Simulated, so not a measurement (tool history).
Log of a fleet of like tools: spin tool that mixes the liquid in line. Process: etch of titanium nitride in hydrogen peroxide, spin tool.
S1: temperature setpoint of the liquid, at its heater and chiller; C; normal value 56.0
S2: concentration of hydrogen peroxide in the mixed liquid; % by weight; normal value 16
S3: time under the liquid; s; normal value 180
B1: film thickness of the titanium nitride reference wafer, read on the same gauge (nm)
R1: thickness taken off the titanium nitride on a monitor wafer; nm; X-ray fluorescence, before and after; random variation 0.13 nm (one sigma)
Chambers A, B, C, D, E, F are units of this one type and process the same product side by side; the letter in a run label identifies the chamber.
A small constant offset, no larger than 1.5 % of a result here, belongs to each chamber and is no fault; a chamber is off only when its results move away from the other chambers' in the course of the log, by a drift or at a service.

{"run": "1D", "hour": 2.7, "S1": 56.0, "S2": 16, "S3": 180, "B1": 89.982, "R1": 16.494}
{"run": "2B", "hour": 5.8, "S1": 56.0, "S2": 16, "S3": 180, "B1": 89.982, "R1": 16.654}
{"run": "3C", "hour": 8.6, "S1": 56.0, "S2": 16, "S3": 180, "B1": 89.983, "R1": 16.585}
{"run": "4A", "hour": 11.3, "S1": 56.0, "S2": 16, "S3": 180, "B1": 89.975, "R1": 16.464}
{"run": "5E", "hour": 13.8, "S1": 56.0, "S2": 16, "S3": 180, "B1": 89.961, "R1": 16.499}
{"run": "6F", "hour": 17.3, "S1": 56.0, "S2": 16, "S3": 180, "B1": 89.945, "R1": 16.511}
{"run": "7E", "hour": 21.6, "S1": 56.0, "S2": 16, "S3": 180, "B1": 90.002, "R1": 16.351}
{"run": "8D", "hour": 25.1, "S1": 56.0, "S2": 16, "S3": 180, "B1": 89.961, "R1": 16.467}
{"run": "9B", "hour": 28.6, "S1": 61.5, "S2": 16, "S3": 180, "B1": 89.988, "R1": 24.183}
{"run": "10C", "hour": 31.1, "S1": 61.5, "S2": 16, "S3": 180, "B1": 89.972, "R1": 24.08}
{"run": "11A", "hour": 33.7, "S1": 61.5, "S2": 16, "S3": 180, "B1": 89.987, "R1": 23.721}
{"run": "12F", "hour": 37.0, "S1": 61.5, "S2": 16, "S3": 180, "B1": 89.987, "R1": 23.887}
{"run": "13F", "hour": 40.8, "S1": 61.5, "S2": 16, "S3": 180, "B1": 89.988, "R1": 24.246}
{"run": "14A", "hour": 43.5, "S1": 61.5, "S2": 16, "S3": 180, "B1": 90.023, "R1": 23.87}
{"run": "15D", "hour": 45.5, "S1": 56.0, "S2": 16, "S3": 180, "B1": 89.951, "R1": 16.34}
{"run": "16C", "hour": 49.2, "S1": 56.0, "S2": 16, "S3": 180, "B1": 90.013, "R1": 16.352}
{"run": "17B", "hour": 52.1, "S1": 56.0, "S2": 16, "S3": 180, "B1": 89.959, "R1": 16.589}
{"run": "18E", "hour": 55.9, "S1": 56.0, "S2": 16, "S3": 180, "B1": 89.986, "R1": 15.961}
{"run": "19E", "hour": 58.8, "S1": 56.0, "S2": 16, "S3": 180, "B1": 90.014, "R1": 15.736}
{"run": "20F", "hour": 62.4, "S1": 56.0, "S2": 16, "S3": 180, "B1": 90.04, "R1": 16.507}
{"run": "21D", "hour": 66.0, "S1": 56.0, "S2": 16, "S3": 180, "B1": 89.979, "R1": 16.385}
{"run": "22B", "hour": 68.2, "S1": 56.0, "S2": 16, "S3": 180, "B1": 89.947, "R1": 16.86}
{"run": "23A", "hour": 70.3, "S1": 56.0, "S2": 16, "S3": 180, "B1": 89.996, "R1": 16.204}
{"run": "24C", "hour": 73.5, "S1": 56.0, "S2": 16, "S3": 180, "B1": 90.033, "R1": 16.241}
{"hour": 77.4, "done": "chamber C: thermometer replaced"}
{"run": "25F", "hour": 77.7, "S1": 56.0, "S2": 16, "S3": 180, "B1": 89.997, "R1": 16.376}
{"hour": 79.9, "done": "chamber F: new drum of peroxide connected"}
{"run": "26E", "hour": 80.2, "S1": 56.0, "S2": 16, "S3": 180, "B1": 90.035, "R1": 15.393}
{"run": "27C", "hour": 83.4, "S1": 56.0, "S2": 16, "S3": 180, "B1": 89.976, "R1": 16.36}
{"run": "28A", "hour": 86.2, "S1": 56.0, "S2": 16, "S3": 180, "B1": 90.024, "R1": 16.283}
{"run": "29D", "hour": 89.6, "S1": 56.0, "S2": 16, "S3": 180, "B1": 89.997, "R1": 16.378}
{"run": "30B", "hour": 91.5, "S1": 56.0, "S2": 16, "S3": 180, "B1": 89.987, "R1": 16.811}
{"run": "31E", "hour": 95.1, "S1": 56.0, "S2": 16, "S3": 180, "B1": 89.954, "R1": 15.303}
{"run": "32C", "hour": 97.3, "S1": 56.0, "S2": 16, "S3": 180, "B1": 90.003, "R1": 16.469}
{"run": "33B", "hour": 101.5, "S1": 56.0, "S2": 16, "S3": 180, "B1": 90.026, "R1": 16.62}
{"run": "34F", "hour": 105.5, "S1": 62.0, "S2": 16, "S3": 85, "B1": 89.98, "R1": 11.764}
{"run": "35A", "hour": 109.8, "S1": 62.0, "S2": 16, "S3": 85, "B1": 90.005, "R1": 11.438}
{"run": "36D", "hour": 113.2, "S1": 62.0, "S2": 16, "S3": 85, "B1": 90.019, "R1": 11.675}

One chamber off, gauge drift, or nothing amiss beyond the chambers' own small offsets? If it is a chamber, which one, and what is the likeliest cause?

One chamber, E, drifts off from the rest bit by bit.
What lies behind it: liquid colder than its thermometer reads (K) = 1.23.
The log might look much the same if the cause were instead: temperature lost on the way to the wafer (K).

Chamber E could run next with any of the 4 candidate recipes listed below; each alters the usual settings, and their results appear as question marks. Which one brings its results back in line with what the other chambers deliver on the usual settings?
Allowed miss from the other chambers' usual-settings mean, per result, to count as in line: R1 0.440 nm
{"run": "37E-1", "hour": 116.3, "S1": 56.0, "S2": 16, "S3": 195, "R1": "?"}
{"run": "37E-2", "hour": 116.3, "S1": 58.0, "S2": 16, "S3": 180, "R1": "?"}
{"run": "37E-3", "hour": 116.3, "S1": 55.0, "S2": 16, "S3": 170, "R1": "?"}
{"run": "37E-4", "hour": 116.3, "S1": 56.0, "S2": 16, "S3": 165, "R1": "?"}

The other chambers' mean on the usual settings: R1 16.440 nm
run=37E-1 R1=16.334
run=37E-2 R1=17.309
run=37E-3 R1=13.282
run=37E-4 R1=13.821
Change 37E-1 lands the chamber within the allowed miss of the other chambers.

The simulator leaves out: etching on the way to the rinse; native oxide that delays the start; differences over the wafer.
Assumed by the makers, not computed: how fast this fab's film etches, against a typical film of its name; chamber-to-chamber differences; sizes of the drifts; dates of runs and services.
